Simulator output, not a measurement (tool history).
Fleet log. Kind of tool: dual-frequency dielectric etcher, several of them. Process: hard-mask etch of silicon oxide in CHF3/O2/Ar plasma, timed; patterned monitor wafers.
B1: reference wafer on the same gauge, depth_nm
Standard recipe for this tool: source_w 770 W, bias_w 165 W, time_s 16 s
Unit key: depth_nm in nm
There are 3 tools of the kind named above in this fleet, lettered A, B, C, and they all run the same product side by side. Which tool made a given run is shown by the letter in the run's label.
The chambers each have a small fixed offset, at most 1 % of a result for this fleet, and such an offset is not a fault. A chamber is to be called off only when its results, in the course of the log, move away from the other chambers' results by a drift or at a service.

run 1C day=0.362 | source_w=770 bias_w=165 time_s=16 | B1=34.716 | depth_nm=34.262
run 2B day=1.046 | source_w=770 bias_w=165 time_s=16 | B1=34.673 | depth_nm=33.676
run 3A day=1.717 | source_w=770 bias_w=165 time_s=16 | B1=34.715 | depth_nm=33.822
-- day=2.221 chamber B: wet clean of the chamber
run 4A day=2.354 | source_w=770 bias_w=165 time_s=16 | B1=34.668 | depth_nm=33.897
run 5C day=2.896 | source_w=770 bias_w=165 time_s=16 | B1=34.737 | depth_nm=34.103
run 6B day=3.429 | source_w=770 bias_w=165 time_s=16 | B1=34.709 | depth_nm=33.843
run 7C day=3.833 | source_w=770 bias_w=165 time_s=16 | B1=34.699 | depth_nm=34.226
run 8A day=4.333 | source_w=770 bias_w=165 time_s=16 | B1=34.731 | depth_nm=33.815
run 9B day=4.879 | source_w=770 bias_w=165 time_s=16 | B1=34.656 | depth_nm=33.721
run 10C day=5.45 | source_w=770 bias_w=165 time_s=16 | B1=34.71 | depth_nm=34.282
run 11B day=6.142 | source_w=770 bias_w=165 time_s=16 | B1=34.684 | depth_nm=33.92
run 12A day=6.567 | source_w=770 bias_w=165 time_s=16 | B1=34.686 | depth_nm=33.693
run 13C day=7.175 | source_w=770 bias_w=165 time_s=16 | B1=34.71 | depth_nm=34.72
run 14B day=7.788 | source_w=770 bias_w=165 time_s=16 | B1=34.682 | depth_nm=33.838
run 15A day=8.3 | source_w=770 bias_w=165 time_s=16 | B1=34.722 | depth_nm=33.735
run 16C day=8.867 | source_w=770 bias_w=165 time_s=16 | B1=34.703 | depth_nm=34.739
run 17B day=9.412 | source_w=770 bias_w=165 time_s=16 | B1=34.714 | depth_nm=33.996
run 18A day=9.746 | source_w=770 bias_w=165 time_s=16 | B1=34.704 | depth_nm=33.707
run 19A day=10.167 | source_w=770 bias_w=165 time_s=16 | B1=34.722 | depth_nm=33.783
-- day=10.4 chamber A: wet clean of the chamber
run 20C day=10.562 | source_w=770 bias_w=165 time_s=16 | B1=34.687 | depth_nm=35.097
run 21B day=10.867 | source_w=770 bias_w=165 time_s=16 | B1=34.705 | depth_nm=33.895
run 22A day=11.3 | source_w=770 bias_w=165 time_s=16 | B1=34.721 | depth_nm=33.85
run 23B day=11.796 | source_w=770 bias_w=165 time_s=16 | B1=34.729 | depth_nm=33.902
run 24C day=12.3 | source_w=770 bias_w=165 time_s=16 | B1=34.706 | depth_nm=35.034
run 25C day=12.683 | source_w=770 bias_w=165 time_s=16 | B1=34.725 | depth_nm=34.866
run 26A day=13.029 | source_w=770 bias_w=165 time_s=16 | B1=34.701 | depth_nm=33.796
run 27B day=13.633 | source_w=770 bias_w=165 time_s=16 | B1=34.718 | depth_nm=33.511
run 28B day=14.129 | source_w=770 bias_w=165 time_s=16 | B1=34.718 | depth_nm=33.81

Decide between three cases: one chamber stands off from its peers, the gauge reading all wafers drifts, or nothing is wrong past each chamber's small offset. Where a chamber is off, say which and what most likely put it there.

Little by little, chamber C moves away from the other chambers.
What lies behind it: etch rate over this chamber's usual, % = 3.44.

Which of the 4 candidates below, each the usual settings with something changed and its results left as question marks, puts chamber C back in line with what the other chambers give on the usual settings?
In-line tolerance around the mean of the other chambers on the usual settings: depth_nm 0.44 nm
run 29C-1 day=14.625 | source_w=860 bias_w=165 time_s=16 | depth_nm=?
run 29C-2 day=14.625 | source_w=760 bias_w=164 time_s=15.5 | depth_nm=?
run 29C-3 day=14.625 | source_w=810 bias_w=165 time_s=16 | depth_nm=?
run 29C-4 day=14.625 | source_w=750 bias_w=161 time_s=16 | depth_nm=?

Mean of the other chambers on the usual settings: depth_nm 33.751 nm
run=29C-1 depth_nm=36.691
run=29C-2 depth_nm=33.842
run=29C-3 depth_nm=35.861
run=29C-4 depth_nm=34.554
The right change is 29C-2: it brings the chamber back within the allowed miss of the others.

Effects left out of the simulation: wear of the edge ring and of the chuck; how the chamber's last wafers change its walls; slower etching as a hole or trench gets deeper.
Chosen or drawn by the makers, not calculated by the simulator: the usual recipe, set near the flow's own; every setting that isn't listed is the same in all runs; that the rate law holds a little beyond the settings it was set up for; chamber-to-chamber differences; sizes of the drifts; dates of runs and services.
